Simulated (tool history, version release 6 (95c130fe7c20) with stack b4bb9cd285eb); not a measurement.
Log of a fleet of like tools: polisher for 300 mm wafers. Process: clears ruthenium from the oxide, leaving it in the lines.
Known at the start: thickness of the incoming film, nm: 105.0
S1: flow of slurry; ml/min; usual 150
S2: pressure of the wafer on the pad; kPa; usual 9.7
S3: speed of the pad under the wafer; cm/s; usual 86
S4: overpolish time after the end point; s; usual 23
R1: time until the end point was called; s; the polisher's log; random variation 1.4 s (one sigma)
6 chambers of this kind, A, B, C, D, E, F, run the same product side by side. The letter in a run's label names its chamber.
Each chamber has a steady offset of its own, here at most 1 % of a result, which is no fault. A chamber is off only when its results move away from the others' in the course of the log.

-- day=0.192 chamber F: worn pad replaced by a new one
run 1E day=0.233 | S1=150 S2=9.7 S3=86 S4=23 | R1=143.40
run 2F day=0.562 | S1=150 S2=9.7 S3=86 S4=23 | R1=144.00
run 3B day=0.883 | S1=150 S2=9.7 S3=86 S4=23 | R1=142.57
run 4A day=1.133 | S1=150 S2=9.7 S3=86 S4=23 | R1=141.94
-- day=1.212 chamber A: slurry nozzle cleaned
-- day=1.379 chamber B: worn pad replaced by a new one
run 5D day=1.392 | S1=150 S2=9.7 S3=86 S4=23 | R1=144.78
run 6C day=1.625 | S1=150 S2=9.7 S3=86 S4=23 | R1=144.52
run 7D day=1.871 | S1=170 S2=9.7 S3=86 S4=23 | R1=141.95
run 8F day=2.075 | S1=170 S2=9.7 S3=86 S4=23 | R1=138.61
run 9C day=2.417 | S1=170 S2=9.7 S3=86 S4=23 | R1=138.33
-- day=2.512 chamber F: head pressure recalibrated
-- day=2.683 chamber D: worn pad replaced by a new one
run 10A day=2.783 | S1=170 S2=9.7 S3=86 S4=23 | R1=138.54
-- day=2.979 chamber C: worn pad replaced by a new one
run 11E day=3.112 | S1=170 S2=9.7 S3=86 S4=23 | R1=139.96
run 12B day=3.442 | S1=170 S2=9.7 S3=86 S4=23 | R1=141.88
-- day=3.550 chamber E: head pressure recalibrated
run 13F day=3.721 | S1=150 S2=9.7 S3=86 S4=23 | R1=141.74
run 14D day=4.054 | S1=150 S2=9.7 S3=86 S4=23 | R1=146.31
run 15C day=4.375 | S1=150 S2=9.7 S3=86 S4=23 | R1=147.46
run 16E day=4.608 | S1=150 S2=12.4 S3=86 S4=9 | R1=110.34
-- day=4.688 chamber B: slurry nozzle cleaned
-- day=4.762 chamber E: worn pad replaced by a new one
-- day=4.850 chamber A: head pressure recalibrated
-- day=4.862 chamber F: worn pad replaced by a new one
run 17A day=4.933 | S1=150 S2=12.4 S3=86 S4=9 | R1=112.53
run 18B day=5.117 | S1=150 S2=12.4 S3=86 S4=9 | R1=112.74
run 19D day=5.304 | S1=150 S2=12.4 S3=86 S4=9 | R1=111.72
-- day=5.517 chamber A: worn pad replaced by a new one
run 20B day=5.646 | S1=150 S2=12.4 S3=86 S4=9 | R1=113.94
run 21E day=6.008 | S1=150 S2=12.4 S3=86 S4=9 | R1=111.66
run 22F day=6.350 | S1=170 S2=9.7 S3=68 S4=23 | R1=176.00
-- day=6.479 chamber D: head pressure recalibrated
-- day=6.521 chamber C: slurry nozzle cleaned
run 23A day=6.571 | S1=170 S2=9.7 S3=68 S4=23 | R1=177.58
run 24C day=6.888 | S1=170 S2=9.7 S3=68 S4=23 | R1=177.36
-- day=6.896 chamber B: worn pad replaced by a new one
-- day=7.158 chamber C: worn pad replaced by a new one
run 25D day=7.246 | S1=170 S2=9.7 S3=68 S4=23 | R1=180.18
run 26F day=7.588 | S1=170 S2=9.7 S3=68 S4=23 | R1=175.36
run 27B day=7.804 | S1=170 S2=9.7 S3=68 S4=23 | R1=187.42
run 28E day=8.088 | S1=150 S2=9.7 S3=86 S4=23 | R1=142.46
run 29C day=8.279 | S1=150 S2=9.7 S3=86 S4=23 | R1=143.05
run 30A day=8.562 | S1=150 S2=9.7 S3=86 S4=23 | R1=144.29
run 31F day=8.733 | S1=150 S2=9.7 S3=86 S4=23 | R1=143.36
run 32D day=9.017 | S1=150 S2=9.7 S3=86 S4=23 | R1=143.02
run 33B day=9.208 | S1=150 S2=9.7 S3=86 S4=23 | R1=154.00
run 34E day=9.433 | S1=150 S2=9.7 S3=86 S4=23 | R1=144.10
run 35A day=9.775 | S1=150 S2=9.7 S3=86 S4=23 | R1=143.05
-- day=10.062 chamber D: worn pad replaced by a new one
run 36C day=10.071 | S1=150 S2=9.7 S3=86 S4=23 | R1=147.06
run 37E day=10.425 | S1=150 S2=9.7 S3=86 S4=23 | R1=142.94
run 38D day=10.600 | S1=150 S2=9.7 S3=86 S4=23 | R1=144.64
run 39B day=10.846 | S1=150 S2=9.7 S3=86 S4=23 | R1=156.01

Is one chamber off against the others, does the gauge drift, or is nothing wrong? If a chamber is off, say which, and what the likeliest cause is.

Chamber B drifts away from the others.
Cause: head's pressure below its setpoint, % = 7.27.

Here are 4 candidates for chamber B's next run, each the usual settings with a change, their results left as question marks. Which one brings its results back in line with what the others give on the usual settings?
In line means no further than this from the other chambers' mean on the usual settings: R1 4.90 s
run 40B-1 day=11.108 | S1=150 S2=9.7 S3=92 S4=23 | R1=?
run 40B-2 day=11.108 | S1=150 S2=9.7 S3=76 S4=23 | R1=?
run 40B-3 day=11.108 | S1=150 S2=9.7 S3=80 S4=23 | R1=?
run 40B-4 day=11.108 | S1=150 S2=9.7 S3=98 S4=23 | R1=?

The other chambers' mean on the usual settings: R1 143.88 s
run=40B-1 R1=144.93
run=40B-2 R1=175.65
run=40B-3 R1=166.81
run=40B-4 R1=136.00
40B-1 brings the chamber back in line.
